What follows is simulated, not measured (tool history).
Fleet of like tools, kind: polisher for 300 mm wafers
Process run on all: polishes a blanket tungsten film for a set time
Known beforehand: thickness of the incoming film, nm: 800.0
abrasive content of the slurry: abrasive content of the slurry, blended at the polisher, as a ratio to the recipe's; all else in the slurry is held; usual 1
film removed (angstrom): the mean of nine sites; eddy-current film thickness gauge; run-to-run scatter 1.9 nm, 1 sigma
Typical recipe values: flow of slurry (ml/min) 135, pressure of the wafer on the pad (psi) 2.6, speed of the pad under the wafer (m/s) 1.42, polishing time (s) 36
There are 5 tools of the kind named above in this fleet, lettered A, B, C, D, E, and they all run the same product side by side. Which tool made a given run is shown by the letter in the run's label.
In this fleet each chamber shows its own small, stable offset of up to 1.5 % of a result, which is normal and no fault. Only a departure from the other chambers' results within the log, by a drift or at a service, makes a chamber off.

| run | hour | flow of slurry (ml/min) | pressure of the wafer on the pad (psi) | speed of the pad under the wafer (m/s) | abrasive content of the slurry | polishing time (s) | film removed (angstrom) |
|---|---|---|---|---|---|---|---|
|  | 3.8 | chamber D: worn pad replaced by a new one |
| 1A | 11.5 | 135 | 2.6 | 1.42 | 1 | 36 | 1654.8 |
|  | 16.7 | chamber B: slurry tank refilled with fresh slurry and peroxide |
| 2D | 25.2 | 135 | 2.6 | 1.42 | 1 | 36 | 1646.3 |
|  | 26.8 | chamber A: worn pad replaced by a new one |
|  | 26.8 | chamber D: slurry tank refilled with fresh slurry and peroxide |
|  | 27.2 | chamber E: slurry tank refilled with fresh slurry and peroxide |
|  | 32.4 | chamber B: worn pad replaced by a new one |
|  | 33.6 | chamber E: worn pad replaced by a new one |
| 3B | 37.2 | 135 | 2.6 | 1.42 | 1 | 36 | 1632 |
|  | 43.1 | chamber A: slurry tank refilled with fresh slurry and peroxide |
| 4E | 47.2 | 135 | 2.6 | 1.42 | 1 | 36 | 1635.8 |
| 5C | 60.2 | 135 | 2.6 | 1.42 | 1 | 36 | 1629.6 |
| 6A | 68.5 | 135 | 2.6 | 1.42 | 1 | 36 | 1658.3 |
| 7E | 80.7 | 135 | 2.6 | 1.42 | 1 | 36 | 1611.7 |
|  | 88.8 | chamber C: worn pad replaced by a new one |
|  | 92.1 | chamber D: worn pad replaced by a new one |
| 8D | 94.5 | 135 | 1.9 | 1.02 | 1 | 36 | 882.31 |
| 9C | 104.3 | 135 | 1.9 | 1.02 | 1 | 36 | 865.81 |
|  | 113.9 | chamber C: slurry tank refilled with fresh slurry and peroxide |
| 10B | 115 | 135 | 1.9 | 1.02 | 1 | 36 | 877.5 |
|  | 117.1 | chamber E: slurry blender recalibrated |
| 11D | 125.8 | 135 | 1.9 | 1.02 | 1 | 36 | 878.3 |
|  | 126.1 | chamber B: slurry tank refilled with fresh slurry and peroxide |
|  | 127.2 | chamber E: worn pad replaced by a new one |
|  | 130.9 | chamber A: slurry tank refilled with fresh slurry and peroxide |
|  | 132.9 | chamber E: slurry tank refilled with fresh slurry and peroxide |
|  | 134.5 | chamber B: worn pad replaced by a new one |
| 12E | 137.4 | 135 | 1.9 | 1.02 | 1 | 36 | 834.14 |
| 13B | 149.9 | 180 | 2.6 | 1.42 | 1 | 36 | 1728.9 |
|  | 157.4 | chamber A: worn pad replaced by a new one |
| 14C | 161 | 180 | 2.6 | 1.42 | 1 | 36 | 1721.7 |
|  | 168 | chamber C: slurry nozzle cleaned |
| 15A | 172.1 | 180 | 2.6 | 1.42 | 1 | 36 | 1753.7 |
|  | 172.2 | chamber A: slurry nozzle cleaned |
|  | 176.1 | chamber E: slurry nozzle cleaned |
|  | 179.9 | chamber C: worn pad replaced by a new one |
| 16B | 180 | 180 | 2.6 | 1.42 | 1 | 36 | 1742.3 |
| 17A | 193.7 | 180 | 2.6 | 1.42 | 1 | 36 | 1753 |
|  | 195.9 | chamber A: slurry blender recalibrated |
|  | 196.1 | chamber D: worn pad replaced by a new one |
|  | 199.3 | chamber D: slurry tank refilled with fresh slurry and peroxide |
| 18C | 208.7 | 135 | 2.6 | 1.42 | 1 | 36 | 1614.4 |
|  | 209.1 | chamber B: slurry tank refilled with fresh slurry and peroxide |
|  | 213.5 | chamber E: worn pad replaced by a new one |
| 19D | 219.9 | 135 | 2.6 | 1.42 | 1 | 36 | 1651.9 |
|  | 224 | chamber B: worn pad replaced by a new one |
| 20E | 229.2 | 135 | 2.6 | 1.42 | 1 | 36 | 1647.1 |
|  | 230.6 | chamber E: slurry tank refilled with fresh slurry and peroxide |
|  | 232.8 | chamber A: slurry tank refilled with fresh slurry and peroxide |
| 21D | 237.8 | 135 | 2.6 | 1.42 | 1 | 36 | 1659.7 |
|  | 251.4 | chamber B: slurry nozzle cleaned |
| 22B | 252.8 | 135 | 2.6 | 1.42 | 1 | 36 | 1681.2 |
|  | 254.5 | chamber B: slurry blender recalibrated |
| 23E | 264.6 | 135 | 3 | 1.42 | 1 | 36 | 1878.8 |
|  | 265 | chamber A: worn pad replaced by a new one |
|  | 271.2 | chamber C: slurry blender recalibrated |
| 24A | 277 | 135 | 3 | 1.42 | 1 | 36 | 1886.2 |
|  | 280.6 | chamber C: slurry tank refilled with fresh slurry and peroxide |
|  | 285.5 | chamber D: worn pad replaced by a new one |
|  | 286.7 | chamber C: worn pad replaced by a new one |
| 25C | 287.1 | 135 | 3 | 1.42 | 1 | 36 | 1854.5 |
|  | 289.7 | chamber D: slurry blender recalibrated |
| 26D | 295 | 135 | 3 | 1.42 | 1 | 36 | 1923.2 |
|  | 298.9 | chamber B: slurry tank refilled with fresh slurry and peroxide |
|  | 301.1 | chamber E: worn pad replaced by a new one |
| 27C | 302.3 | 135 | 3 | 1.42 | 1 | 36 | 1915 |
|  | 302.8 | chamber D: head pressure recalibrated |
| 28E | 310.1 | 135 | 2.6 | 1.42 | 1 | 36 | 1599.8 |
|  | 316.9 | chamber B: worn pad replaced by a new one |
| 29A | 323 | 135 | 2.6 | 1.42 | 1 | 36 | 1650.1 |
|  | 323.8 | chamber A: slurry tank refilled with fresh slurry and peroxide |
|  | 326.3 | chamber E: slurry tank refilled with fresh slurry and peroxide |
|  | 332.2 | chamber E: head pressure recalibrated |
| 30B | 333.4 | 135 | 2.6 | 1.42 | 1 | 36 | 1718.2 |
| 31B | 345.8 | 135 | 2.6 | 1.42 | 1 | 36 | 1713.1 |
| 32E | 356.8 | 135 | 2.6 | 1.42 | 1 | 36 | 1634.1 |
| 33A | 364.9 | 135 | 2.6 | 1.42 | 1 | 36 | 1652.2 |
|  | 379.7 | chamber D: slurry tank refilled with fresh slurry and peroxide |
| 34D | 380 | 135 | 2.6 | 1.42 | 1 | 36 | 1641.6 |
|  | 383.9 | chamber D: worn pad replaced by a new one |
|  | 388.2 | chamber E: worn pad replaced by a new one |
| 35C | 390.8 | 135 | 2.6 | 1.42 | 1 | 36 | 1598.1 |
|  | 395.1 | chamber A: worn pad replaced by a new one |
|  | 396.7 | chamber C: worn pad replaced by a new one |
| 36A | 398.2 | 135 | 2.6 | 1.42 | 1 | 36 | 1671.7 |
| 37C | 406.9 | 135 | 2.6 | 1.42 | 1 | 36 | 1615.1 |
|  | 407.8 | chamber B: slurry tank refilled with fresh slurry and peroxide |
|  | 408.2 | chamber B: worn pad replaced by a new one |
|  | 410.8 | chamber E: slurry tank refilled with fresh slurry and peroxide |
| 38B | 420.6 | 135 | 2.6 | 1.42 | 1 | 36 | 1769.5 |
| 39E | 433.6 | 135 | 2.6 | 1.42 | 1 | 36 | 1622.3 |
| 40D | 444.2 | 135 | 2.6 | 1.42 | 1 | 36 | 1668.7 |
| 41C | 457.5 | 135 | 2.6 | 1.42 | 1 | 36 | 1629.4 |
| 42D | 465.5 | 135 | 1.9 | 1.42 | 1 | 36 | 1224.6 |
| 43B | 479.9 | 135 | 1.9 | 1.42 | 1 | 36 | 1299.8 |

Read the log: is a single chamber off, either drifting away or since a service, is the gauge that measures every chamber drifting, or is nothing wrong beyond small per-chamber offsets? Name any odd chamber and what most likely caused it.

It is chamber B that slowly wanders off from its peers.
What lies behind it: head's pressure above its setpoint, % = 8.46.

Below are 4 candidate recipes for chamber B's next run, each the usual settings with a change, their results shown as question marks. Which of them brings B's results back in line with what the other chambers give on the usual settings?
Counts as in line when no further than this from what the other chambers average on the usual settings: film removed (angstrom) 65
| 44B-1 | 490.9 | 135 | 2.6 | 1.42 | 1 | 42 | ? |
| 44B-2 | 490.9 | 135 | 2.7 | 1.48 | 1 | 36 | ? |
| 44B-3 | 490.9 | 135 | 2.5 | 1.42 | 1 | 34 | ? |
| 44B-4 | 490.9 | 135 | 2.2 | 1.42 | 1 | 36 | ? |

The mean the other chambers reach with the usual settings: film removed (angstrom) 1638
| run | film removed (angstrom) |
|---|---|
| 44B-1 | 2081.2 |
| 44B-2 | 1931.4 |
| 44B-3 | 1619 |
| 44B-4 | 1505.3 |
Change 44B-3 lands the chamber within the allowed miss of the other chambers.
